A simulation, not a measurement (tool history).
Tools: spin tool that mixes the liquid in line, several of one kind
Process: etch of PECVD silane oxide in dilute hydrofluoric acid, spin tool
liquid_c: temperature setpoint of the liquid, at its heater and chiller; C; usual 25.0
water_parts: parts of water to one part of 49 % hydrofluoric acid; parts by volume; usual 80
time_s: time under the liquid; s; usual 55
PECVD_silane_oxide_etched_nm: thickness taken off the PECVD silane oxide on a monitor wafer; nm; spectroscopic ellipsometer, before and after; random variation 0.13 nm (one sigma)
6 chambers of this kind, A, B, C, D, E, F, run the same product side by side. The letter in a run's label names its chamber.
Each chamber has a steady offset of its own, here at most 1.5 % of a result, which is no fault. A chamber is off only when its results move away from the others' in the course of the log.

| run | day | liquid_c | water_parts | time_s | read-back film thickness of the PECVD silane oxide reference wafer, read on the same gauge (nm) | PECVD_silane_oxide_etched_nm |
|---|---|---|---|---|---|---|
| 1B | 0.317 | 25.0 | 80 | 55 | 100.010 | 13.501 |
| 2C | 0.562 | 25.0 | 80 | 55 | 99.996 | 13.793 |
| 3A | 0.746 | 25.0 | 80 | 55 | 100.020 | 13.819 |
| 4F | 0.917 | 25.0 | 80 | 55 | 100.020 | 13.622 |
| 5D | 1.296 | 25.0 | 80 | 55 | 100.010 | 13.527 |
| 6E | 1.617 | 25.0 | 80 | 55 | 100.000 | 13.527 |
| 7C | 1.783 | 25.0 | 80 | 55 | 99.979 | 13.742 |
| 8F | 1.967 | 27.5 | 80 | 70 | 99.990 | 19.523 |
| 9A | 2.250 | 27.5 | 80 | 70 | 99.984 | 19.017 |
| 10D | 2.629 | 27.5 | 80 | 70 | 99.985 | 19.208 |
| 11B | 3.008 | 27.5 | 80 | 70 | 100.000 | 19.377 |
| 12E | 3.217 | 27.5 | 80 | 70 | 99.981 | 18.928 |
| 13B | 3.596 | 27.5 | 80 | 70 | 99.981 | 19.448 |
| 14A | 3.896 | 25.0 | 80 | 55 | 99.990 | 13.702 |
| 15E | 4.092 | 25.0 | 80 | 55 | 99.982 | 13.602 |
| 16C | 4.408 | 25.0 | 95 | 75 | 99.994 | 15.280 |
| 17D | 4.700 | 25.0 | 95 | 75 | 100.000 | 15.066 |
| 18F | 4.983 | 25.0 | 95 | 75 | 99.988 | 15.468 |
| 19C | 5.183 | 25.0 | 95 | 75 | 100.020 | 15.482 |
| 20A | 5.367 | 25.0 | 95 | 75 | 100.020 | 15.237 |
| 21E | 5.588 | 25.0 | 95 | 75 | 99.999 | 15.294 |
| 22D | 5.908 | 25.0 | 80 | 55 | 100.010 | 13.588 |
| 23B | 6.179 | 25.0 | 45 | 55 | 99.999 | 25.734 |
| 24F | 6.483 | 25.0 | 45 | 55 | 100.010 | 25.704 |
| 25E | 6.712 | 25.0 | 45 | 55 | 100.000 | 24.984 |
|  | 6.729 | chamber C: thermometer replaced |
| 26C | 6.950 | 25.0 | 45 | 55 | 99.979 | 25.463 |
| 27B | 7.217 | 25.0 | 45 | 55 | 99.992 | 26.482 |
| 28F | 7.525 | 25.0 | 45 | 55 | 99.981 | 25.684 |
| 29D | 7.825 | 25.0 | 80 | 55 | 100.010 | 13.614 |
| 30A | 8.121 | 25.0 | 80 | 55 | 99.983 | 13.853 |
| 31C | 8.321 | 25.0 | 80 | 55 | 100.000 | 13.649 |
| 32B | 8.704 | 25.0 | 80 | 55 | 99.985 | 14.614 |
| 33F | 9.079 | 25.0 | 80 | 55 | 99.983 | 13.665 |
|  | 9.096 | chamber C: hydrofluoric acid flow meter replaced |
| 34A | 9.346 | 25.0 | 80 | 55 | 100.020 | 13.812 |
| 35D | 9.521 | 25.0 | 80 | 55 | 100.000 | 13.607 |
| 36E | 9.754 | 25.0 | 80 | 55 | 99.995 | 13.591 |
| 37C | 10.138 | 25.0 | 80 | 55 | 100.000 | 13.636 |

What goes on in this fleet: one chamber off, a drifting gauge, or nothing beyond the chambers' own small offsets? Name the chamber and the cause, if any.

Chamber B drifts away from the others.
Cause: hydrofluoric acid flow above the setpoint (%) = 8.82.
The log may not tell that from: liquid hotter than its thermometer reads (K).

Here are 4 candidates for chamber B's next run, each the usual settings with a change, their results left as question marks. Which one brings its results back in line with what the others give on the usual settings?
In line means no further than this from the other chambers' mean on the usual settings: PECVD_silane_oxide_etched_nm 0.460 nm
| 38B-1 | 10.417 | 25.0 | 80 | 50 |  | ? |
| 38B-2 | 10.417 | 25.0 | 85 | 50 |  | ? |
| 38B-3 | 10.417 | 25.0 | 80 | 60 |  | ? |
| 38B-4 | 10.417 | 25.0 | 75 | 60 |  | ? |

The other chambers' mean on the usual settings: PECVD_silane_oxide_etched_nm 13.567 nm
| run | PECVD_silane_oxide_etched_nm |
|---|---|
| 38B-1 | 13.572 |
| 38B-2 | 12.710 |
| 38B-3 | 16.286 |
| 38B-4 | 17.460 |
38B-1 brings the chamber back in line.
